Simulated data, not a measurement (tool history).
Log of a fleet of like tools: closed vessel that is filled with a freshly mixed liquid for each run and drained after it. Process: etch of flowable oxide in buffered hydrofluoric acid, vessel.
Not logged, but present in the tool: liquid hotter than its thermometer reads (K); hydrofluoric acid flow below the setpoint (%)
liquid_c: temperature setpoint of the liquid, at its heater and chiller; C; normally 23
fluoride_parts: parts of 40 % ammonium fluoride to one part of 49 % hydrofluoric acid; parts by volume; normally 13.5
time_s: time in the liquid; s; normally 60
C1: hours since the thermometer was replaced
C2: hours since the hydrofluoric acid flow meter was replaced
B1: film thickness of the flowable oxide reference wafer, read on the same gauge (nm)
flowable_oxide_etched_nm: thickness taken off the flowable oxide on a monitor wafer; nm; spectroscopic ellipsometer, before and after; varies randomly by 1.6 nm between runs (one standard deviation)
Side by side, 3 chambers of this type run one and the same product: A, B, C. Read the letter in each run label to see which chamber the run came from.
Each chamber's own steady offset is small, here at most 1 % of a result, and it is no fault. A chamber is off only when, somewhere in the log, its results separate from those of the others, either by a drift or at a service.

run 1A hour=11.3 | liquid_c=23 fluoride_parts=13.5 time_s=60 | C1=716.3 C2=945.3 | B1=89.983 | flowable_oxide_etched_nm=167.34
run 2C hour=17.6 | liquid_c=23 fluoride_parts=13.5 time_s=60 | C1=460.4 C2=930.6 | B1=90 | flowable_oxide_etched_nm=163.53
run 3B hour=28.2 | liquid_c=23 fluoride_parts=13.5 time_s=60 | C1=974.1 C2=463.5 | B1=90.011 | flowable_oxide_etched_nm=163.94
run 4A hour=41 | liquid_c=23 fluoride_parts=13.5 time_s=60 | C1=746 C2=975 | B1=89.974 | flowable_oxide_etched_nm=163.16
run 5C hour=51.3 | liquid_c=23 fluoride_parts=13.5 time_s=60 | C1=494.1 C2=964.3 | B1=90 | flowable_oxide_etched_nm=165.24
run 6B hour=59.5 | liquid_c=23 fluoride_parts=13.5 time_s=60 | C1=1005.4 C2=494.8 | B1=89.984 | flowable_oxide_etched_nm=161.41
run 7A hour=65.5 | liquid_c=23 fluoride_parts=13.5 time_s=60 | C1=770.5 C2=999.5 | B1=90.042 | flowable_oxide_etched_nm=166.02
run 8C hour=77.9 | liquid_c=23 fluoride_parts=13.5 time_s=60 | C1=520.7 C2=990.9 | B1=89.998 | flowable_oxide_etched_nm=162.26
run 9B hour=90.8 | liquid_c=23 fluoride_parts=13.5 time_s=60 | C1=1036.7 C2=526.1 | B1=89.951 | flowable_oxide_etched_nm=161.81
run 10A hour=101 | liquid_c=23 fluoride_parts=13.5 time_s=60 | C1=806 C2=1035 | B1=90.042 | flowable_oxide_etched_nm=165.74
run 11B hour=109.5 | liquid_c=23 fluoride_parts=13.5 time_s=60 | C1=1055.4 C2=544.8 | B1=89.995 | flowable_oxide_etched_nm=161.66
-- hour=114.7 chamber C: hydrofluoric acid flow meter replaced
run 12C hour=122.1 | liquid_c=23 fluoride_parts=13.5 time_s=60 | C1=564.9 C2=7.4 | B1=90.006 | flowable_oxide_etched_nm=162.23
run 13B hour=130.8 | liquid_c=23 fluoride_parts=13.5 time_s=60 | C1=1076.7 C2=566.1 | B1=90.052 | flowable_oxide_etched_nm=163.21
run 14A hour=144.1 | liquid_c=23 fluoride_parts=13.5 time_s=60 | C1=849.1 C2=1078.1 | B1=90 | flowable_oxide_etched_nm=160.1
run 15C hour=151.7 | liquid_c=23 fluoride_parts=13.5 time_s=60 | C1=594.5 C2=37 | B1=89.988 | flowable_oxide_etched_nm=160.83
run 16A hour=164.7 | liquid_c=23 fluoride_parts=13.5 time_s=60 | C1=869.7 C2=1098.7 | B1=90.049 | flowable_oxide_etched_nm=161.15
run 17C hour=176 | liquid_c=23 fluoride_parts=13.5 time_s=60 | C1=618.8 C2=61.3 | B1=89.973 | flowable_oxide_etched_nm=165.47
run 18B hour=189.1 | liquid_c=23 fluoride_parts=13.5 time_s=60 | C1=1135 C2=624.4 | B1=89.971 | flowable_oxide_etched_nm=163.14
run 19B hour=197.4 | liquid_c=23 fluoride_parts=13.5 time_s=60 | C1=1143.3 C2=632.7 | B1=90.029 | flowable_oxide_etched_nm=164.53
run 20C hour=205.7 | liquid_c=23 fluoride_parts=13.5 time_s=60 | C1=648.5 C2=91 | B1=89.999 | flowable_oxide_etched_nm=164.84
run 21A hour=213.6 | liquid_c=23 fluoride_parts=13.5 time_s=60 | C1=918.6 C2=1147.6 | B1=89.999 | flowable_oxide_etched_nm=155.37
run 22A hour=220.5 | liquid_c=23 fluoride_parts=13.5 time_s=60 | C1=925.5 C2=1154.5 | B1=89.977 | flowable_oxide_etched_nm=153.99
run 23C hour=228.1 | liquid_c=19.5 fluoride_parts=16 time_s=60 | C1=670.9 C2=113.4 | B1=89.974 | flowable_oxide_etched_nm=114.33
run 24B hour=233.8 | liquid_c=19.5 fluoride_parts=16 time_s=60 | C1=1179.7 C2=669.1 | B1=89.996 | flowable_oxide_etched_nm=114.24
run 25B hour=246.1 | liquid_c=19.5 fluoride_parts=16 time_s=60 | C1=1192 C2=681.4 | B1=89.987 | flowable_oxide_etched_nm=113.62
run 26A hour=251.9 | liquid_c=18.5 fluoride_parts=13.5 time_s=80 | C1=956.9 C2=1185.9 | B1=90.03 | flowable_oxide_etched_nm=156.51
run 27C hour=259.2 | liquid_c=18.5 fluoride_parts=13.5 time_s=80 | C1=702 C2=144.5 | B1=90.001 | flowable_oxide_etched_nm=170.22

Decide between three cases: one chamber stands off from its peers, the gauge reading all wafers drifts, or nothing is wrong past each chamber's small offset. Where a chamber is off, say which and what most likely put it there.

Chamber A drifts away from the others.
What lies behind it: hydrofluoric acid flow below the setpoint (%) = 9.65.
It could be hard to tell apart here from: liquid colder than its thermometer reads (K).

Here are 4 candidates for chamber A's next run, each the usual settings with a change, their results left as question marks. Which one brings its results back in line with what the others give on the usual settings?
A result is in line if it is within this distance of the other chambers' mean on the usual settings: flowable_oxide_etched_nm 5.5 nm
run 28A-1 hour=268.7 | liquid_c=23.5 fluoride_parts=13.5 time_s=70 | flowable_oxide_etched_nm=?
run 28A-2 hour=268.7 | liquid_c=23 fluoride_parts=13.5 time_s=55 | flowable_oxide_etched_nm=?
run 28A-3 hour=268.7 | liquid_c=19.5 fluoride_parts=13.5 time_s=60 | flowable_oxide_etched_nm=?
run 28A-4 hour=268.7 | liquid_c=24.5 fluoride_parts=13.5 time_s=60 | flowable_oxide_etched_nm=?

Usual-settings mean across the other chambers: flowable_oxide_etched_nm 164 nm
run=28A-1 flowable_oxide_etched_nm=178.88
run=28A-2 flowable_oxide_etched_nm=136.75
run=28A-3 flowable_oxide_etched_nm=122.67
run=28A-4 flowable_oxide_etched_nm=162.02
Change 28A-4 lands the chamber within the allowed miss of the other chambers.
